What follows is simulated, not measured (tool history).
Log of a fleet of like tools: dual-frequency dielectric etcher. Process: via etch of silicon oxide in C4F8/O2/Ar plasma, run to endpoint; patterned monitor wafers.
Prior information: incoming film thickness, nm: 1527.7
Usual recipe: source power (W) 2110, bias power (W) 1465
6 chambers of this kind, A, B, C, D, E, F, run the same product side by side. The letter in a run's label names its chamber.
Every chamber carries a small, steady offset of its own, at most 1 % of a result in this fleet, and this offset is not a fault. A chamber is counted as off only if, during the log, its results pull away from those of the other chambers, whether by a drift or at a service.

run   hour  source power (W)  bias power (W)  hours since the last wet clean  hours since the last source power generator calibration  hours since the last bias power generator calibration  endpoint time (s)
 1C    3.2              2110            1465                           138.9                                                   2826.7                                                  389.6             322.25
 2A    7.5              2110            1465                           103.9                                                     36.3                                                  963.9             321.84
 3D    9.6              2110            1465                           395.5                                                   2601.1                                                  993.6             323.11
 4E   14.4              2110            1465                             233                                                   1139.6                                                   59.5             318.65
 5F   17.2              2110            1465                           245.2                                                   2395.2                                                 3508.2             318.35
 6B   21.3              2110            1465                            27.9                                                   3562.5                                                  723.4             324.36
 7F   25.7              1680            1118                           253.7                                                   2403.7                                                 3516.7             374.81
      28.6  -- chamber D: wet clean of the chamber
 8D   30.3              1680            1118                             1.7                                                   2621.8                                                 1014.3             380.15
 9E   34.4              1680            1118                             253                                                   1159.6                                                   79.5             374.93
10A     39              1680            1118                           135.4                                                     67.8                                                  995.4             383.83
11C   42.4              1680            1118                           178.1                                                   2865.9                                                  428.8             377.71
12B     47              1680            1118                            53.6                                                   3588.2                                                  749.1             379.05
13F   49.5              2110            1465                           277.5                                                   2427.5                                                 3540.5             316.84
14C   53.2              2110            1465                           188.9                                                   2876.7                                                  439.6             323.87
15A   55.7              2110            1788                           152.1                                                     84.5                                                 1012.1             303.75
16D   60.3              2110            1788                            31.7                                                   2651.8                                                 1044.3             300.71
17B   62.6              2110            1788                            69.2                                                   3603.8                                                  764.7             306.35
18E   66.9              2110            1788                           285.5                                                   1192.1                                                    112             305.62
19C   69.1              2110            1788                           204.8                                                   2892.6                                                  455.5             305.19
20B   73.7              2110            1788                            80.3                                                   3614.9                                                  775.8             307.43
21E   78.5              2110            1465                           297.1                                                   1203.7                                                  123.6             320.11
22D     82              2110            1643                            53.4                                                   2673.5                                                   1066             308.62
23F   85.9              2110            1643                           313.9                                                   2463.9                                                 3576.9              311.2
24A   90.3              2110            1643                           186.7                                                    119.1                                                 1046.7             314.24
25E   93.6              2110            1643                           312.2                                                   1218.8                                                  138.7             311.17
26D   97.7              2110            1643                            69.1                                                   2689.2                                                 1081.7             313.38
27B  102.4              2110            1643                             109                                                   3643.6                                                  804.5             316.38
28C  105.9              2110            1465                           241.6                                                   2929.4                                                  492.3             324.48
29F  109.8              2440            1465                           337.8                                                   2487.8                                                 3600.8             300.39
     111.1  -- chamber C: source power generator calibrated
30A  112.8              2440            1465                           209.2                                                    141.6                                                 1069.2             303.09
31F  115.3              2440            1465                           343.3                                                   2493.3                                                 3606.3             300.28
32B  117.7              2440            1465                           124.3                                                   3658.9                                                  819.8             303.98
33E  120.3              2440            1465                           338.9                                                   1245.5                                                  165.4             300.93
34A  123.9              2440            1465                           220.3                                                    152.7                                                 1080.3             301.61
35D  126.1              2110            1465                            97.5                                                   2717.6                                                 1110.1             321.42
36C  129.4              2110            1465                           265.1                                                     18.4                                                  515.8              321.1
37B  131.8              2110            1465                           138.4                                                     3673                                                  833.9             322.72
38A  134.2              2110            1465                           230.6                                                      163                                                 1090.6             323.36
39E  138.8              2110            1465                           357.4                                                     1264                                                  183.9             321.59
40D    142              2110            1465                           113.4                                                   2733.5                                                   1126             320.11
41C  146.8              2110            1465                           282.5                                                     35.8                                                  533.2             320.58
42F  149.6              2110            1465                           377.6                                                   2527.6                                                 3640.6             320.27
43C  154.3              2600            1465                             290                                                     43.3                                                  540.7             296.27
44F  156.7              2600            1465                           384.7                                                   2534.7                                                 3647.7             289.63

Predict what each chamber gives when all 6 of them run the settings below next.
45A  160.1              2110            1465                                                                                                                                                                  ?
45B  160.1              2110            1465                                                                                                                                                                  ?
45C  160.1              2110            1465                                                                                                                                                                  ?
45D  160.1              2110            1465                                                                                                                                                                  ?
45E  160.1              2110            1465                                                                                                                                                                  ?
45F  160.1              2110            1465                                                                                                                                                                  ?

run  endpoint time (s)
45A             322.34
45B             322.85
45C             321.77
45D             319.41
45E             321.56
45F             319.95

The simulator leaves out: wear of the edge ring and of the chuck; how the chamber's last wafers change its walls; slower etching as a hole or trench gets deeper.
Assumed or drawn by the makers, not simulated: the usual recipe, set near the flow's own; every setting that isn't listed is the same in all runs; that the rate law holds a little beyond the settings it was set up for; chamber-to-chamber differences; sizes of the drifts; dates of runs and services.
